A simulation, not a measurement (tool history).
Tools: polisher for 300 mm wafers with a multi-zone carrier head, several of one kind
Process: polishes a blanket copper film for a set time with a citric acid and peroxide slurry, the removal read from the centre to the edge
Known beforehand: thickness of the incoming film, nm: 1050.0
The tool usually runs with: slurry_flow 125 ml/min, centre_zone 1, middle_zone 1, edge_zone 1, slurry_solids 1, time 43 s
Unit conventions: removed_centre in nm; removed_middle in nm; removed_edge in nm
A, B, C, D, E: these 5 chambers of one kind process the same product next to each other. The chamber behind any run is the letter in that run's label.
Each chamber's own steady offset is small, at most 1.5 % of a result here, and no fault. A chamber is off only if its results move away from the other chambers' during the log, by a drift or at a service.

run	hour	slurry_flow	centre_zone	middle_zone	edge_zone	slurry_solids	time	wafers polished on this pad	hours since the slurry nozzle was cleaned	hours since the centre zone pressure was calibrated	hours since the edge zone pressure was calibrated	removed_centre	removed_middle	removed_edge
# hour 4.8: chamber E: edge zone pressure recalibrated
1B	5.3	125	1	1	1	1	43	312	48.9	890.7	181.7	80.716	80.463	83.136
# hour 7.1: chamber D: worn pad replaced by a new one
2D	11.5	125	1	1	1	1	43	51	223.3	578.9	409.6	80.807	80.154	80.609
3C	15.3	125	1	1	1	1	43	325	251.1	991.5	182.2	80.651	80.138	79.992
4A	19.7	125	1	1	1	1	43	241	202	148.2	412.6	79.459	80.515	80.91
5E	23.7	125	1	1	1	1	43	826	416.7	602.4	18.9	80.164	79.812	77.664
6D	30.2	125	1	1	1	1	43	267	242	597.6	428.3	81.35	80.833	80.623
7A	36.4	125	1	1	1	1	43	434	218.7	164.9	429.3	80.917	80.057	82.852
# hour 43: chamber B: worn pad replaced by a new one
8B	44.2	125	1	1	1	1	43	14	87.8	929.6	220.6	81.767	81.946	81.154
9E	49.9	125	1	1	1	1	43	1128	442.9	628.6	45.1	80.512	79.457	79.727
# hour 50.6: chamber C: slurry nozzle cleaned
# hour 52: chamber B: centre zone pressure recalibrated
10C	54.3	125	1	1	1	1	43	775	3.7	1030.5	221.2	80.522	82.349	80.359
# hour 56.4: chamber D: worn pad replaced by a new one
11B	61.1	125	1	1	1	1	43	209	104.7	9.1	237.5	80.27	81.355	80.154
# hour 62.8: chamber C: worn pad replaced by a new one
12C	67.2	125	1	1	1	1	43	51	16.6	1043.4	234.1	80.633	82.567	81.545
13D	75.7	125	1	1	1	1	43	222	287.5	643.1	473.8	82.326	79.687	81.099
# hour 76.1: chamber E: worn pad replaced by a new one
14E	80.1	125	1	1	1	1	43	46	473.1	658.8	75.3	78.948	79.788	78.196
15A	84.6	125	1	1	1	1	43	989	266.9	213.1	477.5	79.142	80.488	81.977
# hour 90.2: chamber A: worn pad replaced by a new one
16D	91.9	125	1	1	1	1	43	409	303.7	659.3	490	81.462	80.733	79.494
17B	100.1	125	1	1	1	1	43	658	143.7	48.1	276.5	82.751	81.294	80.614
# hour 104.6: chamber E: slurry nozzle cleaned
18C	105.2	125	1	1	1	1	43	489	54.6	1081.4	272.1	80.459	80.675	80.731
# hour 107: chamber D: worn pad replaced by a new one
# hour 107.7: chamber B: worn pad replaced by a new one
19E	110.8	125	1	1	1	1	43	400	6.2	689.5	106	81.278	80.188	79.615
20A	118.9	125	1	1	1	1	32	330	301.2	247.4	511.8	59.834	60.357	60.734
# hour 122.2: chamber A: slurry nozzle cleaned
21C	123.1	125	1	1	1	1	32	695	72.5	1099.3	290	59.671	60.967	59.569
22A	131.5	125	1	1	1	1	32	476	9.4	260	524.4	60.357	59.266	60.62
23B	136.5	125	1	1	1	1	32	333	180.1	84.5	312.9	61.267	59.599	59.47
# hour 142.3: chamber C: worn pad replaced by a new one
24E	142.3	125	1	1	1	1	32	763	37.7	721	137.5	58.773	59.507	58.997
25D	149.4	125	1.06	1	1	1.25	43	488	361.2	716.8	547.5	90.758	84.435	83.637
# hour 153.5: chamber D: worn pad replaced by a new one
26A	156.3	125	1.06	1	1	1.25	43	762	34.2	284.8	549.2	90.544	85.004	87.175
# hour 164.3: chamber B: worn pad replaced by a new one
27D	164.8	125	1.06	1	1	1.25	43	130	376.6	732.2	562.9	89.285	83.867	85.24
28C	168.7	125	1.06	1	1	1.25	43	304	118.1	1144.9	335.6	88.376	85.798	83.816
# hour 171: chamber A: worn pad replaced by a new one
29E	174.9	125	1.06	1	1	1.25	43	1139	70.3	753.6	170.1	89.743	83.8	85.104
30B	180.3	125	1	1	1	1	43	184	223.9	128.3	356.7	81.391	80.226	82.465
31E	185.4	125	1	1	1	1	43	1260	80.8	764.1	180.6	80.441	79.505	78.945
32B	192	125	1	1	1	1	43	319	235.6	140	368.4	80.192	79.383	79.675
# hour 193.3: chamber C: centre zone pressure recalibrated
33A	198.8	125	1	1	1	1	43	321	76.7	327.3	591.7	80.115	80.366	79.82
34D	204.2	125	1	1	1	1	43	584	416	771.6	602.3	79.452	80.218	80.816
35C	212.3	125	1	1	1	1	30	807	161.7	19	379.2	55.605	55.84	56.229
36A	216.9	125	1	1	1	1	30	529	94.8	345.4	609.8	55.75	56.82	55.104
37C	225.4	125	1	1	1	1	30	958	174.8	32.1	392.3	55.18	56.82	55.867

Has any chamber moved away from the others, gradually or after a service, or does the common gauge drift, or do the chambers differ only by their own small steady offsets? State the chamber and the most likely cause if one applies.

Neither any chamber nor the gauge drifts; the chambers differ only by their own small, steady offsets.
